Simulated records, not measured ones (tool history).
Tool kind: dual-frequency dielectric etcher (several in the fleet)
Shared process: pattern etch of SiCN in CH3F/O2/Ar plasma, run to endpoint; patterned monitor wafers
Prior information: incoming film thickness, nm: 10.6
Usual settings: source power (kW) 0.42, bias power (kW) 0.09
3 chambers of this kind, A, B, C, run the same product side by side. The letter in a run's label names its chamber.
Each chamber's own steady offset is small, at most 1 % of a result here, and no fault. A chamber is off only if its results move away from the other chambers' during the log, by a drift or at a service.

Run 1C, hour 6.1: usual settings. Result: endpoint time (s) 25.745.
Run 2B, hour 12.8: usual settings. Result: endpoint time (s) 25.403.
Run 3A, hour 18.2: usual settings. Result: endpoint time (s) 25.407.
Run 4A, hour 26.7: usual settings. Result: endpoint time (s) 25.321.
Run 5B, hour 34.7: usual settings. Result: endpoint time (s) 25.626.
Run 6C, hour 42.1: usual settings but bias power (kW) 0.109. Result: endpoint time (s) 24.035.
Run 7C, hour 52: usual settings but bias power (kW) 0.109. Result: endpoint time (s) 23.749.
Run 8B, hour 60.8: usual settings but bias power (kW) 0.109. Result: endpoint time (s) 23.668.
At hour 63.6: chamber C: wet clean of the chamber.
Run 9A, hour 69.1: usual settings. Result: endpoint time (s) 25.651.
Run 10B, hour 79.8: usual settings. Result: endpoint time (s) 25.735.
Run 11A, hour 85.6: usual settings. Result: endpoint time (s) 25.494.
Run 12C, hour 93.1: usual settings. Result: endpoint time (s) 25.684.
Run 13A, hour 103.6: usual settings. Result: endpoint time (s) 25.35.
Run 14C, hour 109.6: usual settings but source power (kW) 0.48, bias power (kW) 0.101. Result: endpoint time (s) 23.438.
Run 15B, hour 118.2: usual settings but source power (kW) 0.48, bias power (kW) 0.101. Result: endpoint time (s) 23.615.
Run 16C, hour 128.8: usual settings but source power (kW) 0.48, bias power (kW) 0.101. Result: endpoint time (s) 23.378.
Run 17B, hour 135.2: usual settings. Result: endpoint time (s) 25.924.
Run 18A, hour 143.1: usual settings. Result: endpoint time (s) 25.352.
Run 19B, hour 149.4: usual settings. Result: endpoint time (s) 26.07.
Run 20C, hour 159.6: usual settings. Result: endpoint time (s) 25.589.
Run 21A, hour 165: usual settings. Result: endpoint time (s) 25.391.
Run 22A, hour 171.3: usual settings but source power (kW) 0.36, bias power (kW) 0.075. Result: endpoint time (s) 28.927.
Run 23B, hour 179.6: usual settings but source power (kW) 0.36, bias power (kW) 0.075. Result: endpoint time (s) 30.494.
Run 24C, hour 184.8: usual settings but source power (kW) 0.36, bias power (kW) 0.075. Result: endpoint time (s) 29.069.
Run 25C, hour 193.4: usual settings but source power (kW) 0.47. Result: endpoint time (s) 24.476.
Run 26A, hour 201.9: usual settings but source power (kW) 0.47. Result: endpoint time (s) 24.358.

The same settings go to every chamber for the next run, one line per chamber below. Forecast the results for each:
Run 27A, hour 209.6: usual settings. Result: endpoint time (s) ?.
Run 27B, hour 209.6: usual settings. Result: endpoint time (s) ?.
Run 27C, hour 209.6: usual settings. Result: endpoint time (s) ?.

run  endpoint time (s)
27A             25.385
27B             27.031
27C             25.752
